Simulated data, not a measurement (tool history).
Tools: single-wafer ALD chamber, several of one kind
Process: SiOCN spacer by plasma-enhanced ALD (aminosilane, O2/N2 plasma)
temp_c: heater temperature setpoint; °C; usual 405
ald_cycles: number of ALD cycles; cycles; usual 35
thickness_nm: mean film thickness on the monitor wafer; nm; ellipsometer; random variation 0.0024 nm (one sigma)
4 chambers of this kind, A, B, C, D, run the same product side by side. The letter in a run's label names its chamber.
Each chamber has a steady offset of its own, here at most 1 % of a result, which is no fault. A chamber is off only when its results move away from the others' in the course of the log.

run,hour,temp_c,ald_cycles,"read-back reference wafer on the same gauge, thickness_nm",thickness_nm
1C,7.4,405,35,1.9000,2.0876
2B,16.7,405,35,1.9006,2.0628
3D,22.9,405,35,1.9006,2.0715
4A,33.1,405,35,1.9012,2.0922
5B,38.8,405,35,1.9012,2.0635
6D,49.3,410,41,1.9009,2.3890
7C,59.7,410,41,1.9027,2.4143
8A,69.1,410,41,1.9026,2.4161
9A,75.9,410,41,1.9021,2.4220
10D,81.1,405,35,1.9026,2.0716
11B,90.2,405,35,1.9030,2.0637
12C,100.4,405,35,1.9034,2.0922
13B,108.4,405,35,1.9041,2.0630
14A,116.4,405,35,1.9039,2.0949
15C,123.4,405,35,1.9049,2.0935
16D,129.5,405,35,1.9048,2.0687
17D,139.5,405,35,1.9049,2.0774
18B,147.3,415,28,1.9048,1.6029
19A,152.1,415,28,1.9052,1.6258
20C,160.1,415,28,1.9058,1.6254
21B,165.9,415,28,1.9060,1.6047
22A,176.0,413,35,1.9061,2.0543
23D,185.3,413,35,1.9070,2.0271
24C,194.5,413,35,1.9073,2.0423
25A,203.6,413,35,1.9072,2.0527
26B,213.6,405,35,1.9077,2.0667
27C,222.5,405,35,1.9080,2.0977
28D,228.2,405,30,1.9087,1.7828
29D,233.8,405,30,1.9085,1.7787
30A,239.6,405,30,1.9090,1.8008

Next, every chamber runs the same settings. What will each give?
31A,247.2,405,35,,?
31B,247.2,405,35,,?
31C,247.2,405,35,,?
31D,247.2,405,35,,?

run,thickness_nm
31A,2.1043
31B,2.0676
31C,2.0979
31D,2.0801
